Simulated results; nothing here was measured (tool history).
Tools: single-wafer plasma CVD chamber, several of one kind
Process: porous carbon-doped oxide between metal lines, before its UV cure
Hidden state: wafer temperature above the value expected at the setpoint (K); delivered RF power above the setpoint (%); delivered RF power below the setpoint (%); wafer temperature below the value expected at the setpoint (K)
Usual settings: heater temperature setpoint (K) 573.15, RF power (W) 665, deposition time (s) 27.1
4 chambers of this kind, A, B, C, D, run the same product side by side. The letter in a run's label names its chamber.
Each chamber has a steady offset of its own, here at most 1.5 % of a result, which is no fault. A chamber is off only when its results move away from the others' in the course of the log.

run   hour  heater temperature setpoint (K)  RF power (W)  deposition time (s)  hours since the last thermocouple change  hours since the last RF generator calibration  read-back reference wafer on the same gauge, thickness_nm  mean film thickness on the monitor wafer (nm)
 1C    8.7                           573.15           665                 27.1                                     867.2                                          592.3                                                     173.85                                         176.16
 2D   14.4                           573.15           665                 27.1                                    1822.6                                          913.6                                                     173.99                                          176.7
 3B   22.2                           573.15           665                 27.1                                      2054                                          579.3                                                     173.81                                         177.91
 4A     33                           573.15           665                 27.1                                     177.8                                          254.6                                                     174.01                                          179.7
 5C   42.7                           573.15           665                 27.1                                     901.2                                          626.3                                                     174.22                                         177.04
 6D   54.2                           573.15           665                 27.1                                    1862.4                                          953.4                                                     173.71                                          176.2
 7B   61.5                           573.15           665                 27.1                                    2093.3                                          618.6                                                     173.92                                         176.41
 8A   72.6                           573.15           665                 27.1                                     217.4                                          294.2                                                     173.88                                         179.23
 9B   79.9                           573.15           665                 27.1                                    2111.7                                            637                                                     174.04                                         178.75
10C   88.3                           573.15           665                 27.1                                     946.8                                          671.9                                                     173.81                                         178.24
11D   96.2                           573.15           665                 27.1                                    1904.4                                          995.4                                                     173.94                                         174.72
12A  103.9                           573.15           665                 27.1                                     248.7                                          325.5                                                     173.91                                         179.33
13C  109.6                           573.15           665                 27.1                                     968.1                                          693.2                                                      174.1                                         177.06
14B  117.4                           573.15           665                 27.1                                    2149.2                                          674.5                                                     174.17                                         176.96
15A  128.1                           573.15           665                 27.1                                     272.9                                          349.7                                                     174.19                                         178.34
16D  134.1                           560.15           665                 27.1                                    1942.3                                         1033.3                                                     174.19                                            189
17A  144.9                           560.15           665                 27.1                                     289.7                                          366.5                                                     174.13                                         194.23
18B  151.1                           560.15           665                 27.1                                    2182.9                                          708.2                                                     173.98                                         190.13
19C  161.1                           560.15           665                 27.1                                    1019.6                                          744.7                                                     173.91                                         191.42
20D  167.1                           573.15           665                 27.1                                    1975.3                                         1066.3                                                     174.07                                          175.6
21D  172.5                           573.15           735                 32.2                                    1980.7                                         1071.7                                                     173.96                                         219.85
22A  181.7                           573.15           735                 32.2                                     326.5                                          403.3                                                     173.87                                            225
23B  191.1                           573.15           735                 32.2                                    2222.9                                          748.2                                                     173.82                                         221.27
24C  200.7                           573.15           735                 32.2                                    1059.2                                          784.3                                                     174.08                                         222.77
25C  206.3                           573.15           665                 27.1                                    1064.8                                          789.9                                                     173.94                                         179.09
26D    213                           573.15           665                 27.1                                    2021.2                                         1112.2                                                     173.84                                         176.38
27B  220.7                           573.15           665                 27.1                                    2252.5                                          777.8                                                        174                                         177.37
28A  226.9                           573.15           665                 27.1                                     371.7                                          448.5                                                     174.05                                         176.71
29C  236.9                           573.15           665                 27.1                                    1095.4                                          820.5                                                     173.88                                         177.83
30A  245.2                           573.15           665                 27.1                                       390                                          466.8                                                     173.97                                         178.79
31D  253.1                           573.15           665                 27.1                                    2061.3                                         1152.3                                                     173.97                                         176.78
32B  260.1                           573.15           710                 27.1                                    2291.9                                          817.2                                                     173.92                                            184
33B  269.5                           573.15           710                 27.1                                    2301.3                                          826.6                                                     174.02                                         185.57
34C  276.7                           573.15           710                 27.1                                    1135.2                                          860.3                                                     173.94                                         186.77
35A  285.6                           573.15           710                 27.1                                     430.4                                          507.2                                                     174.08                                         187.66
36D  290.7                           573.15           665                 27.1                                    2098.9                                         1189.9                                                     174.08                                         175.62
37C  302.2                           573.15           665                 27.1                                    1160.7                                          885.8                                                     173.94                                         176.12
38B    312                           573.15           730                 29.4                                    2343.8                                          869.1                                                     174.05                                         204.65
39D  323.5                           573.15           730                 29.4                                    2131.7                                         1222.7                                                     173.68                                         199.19

All 4 chambers run these settings next. Forecast each chamber's results:
40A  331.8                           573.15           610                 27.1                                                                                                                                                                                                  ?
40B  331.8                           573.15           610                 27.1                                                                                                                                                                                                  ?
40C  331.8                           573.15           610                 27.1                                                                                                                                                                                                  ?
40D  331.8                           573.15           610                 27.1                                                                                                                                                                                                  ?

run  mean film thickness on the monitor wafer (nm)
40A                                         168.71
40B                                         167.69
40C                                         166.53
40D                                         166.75
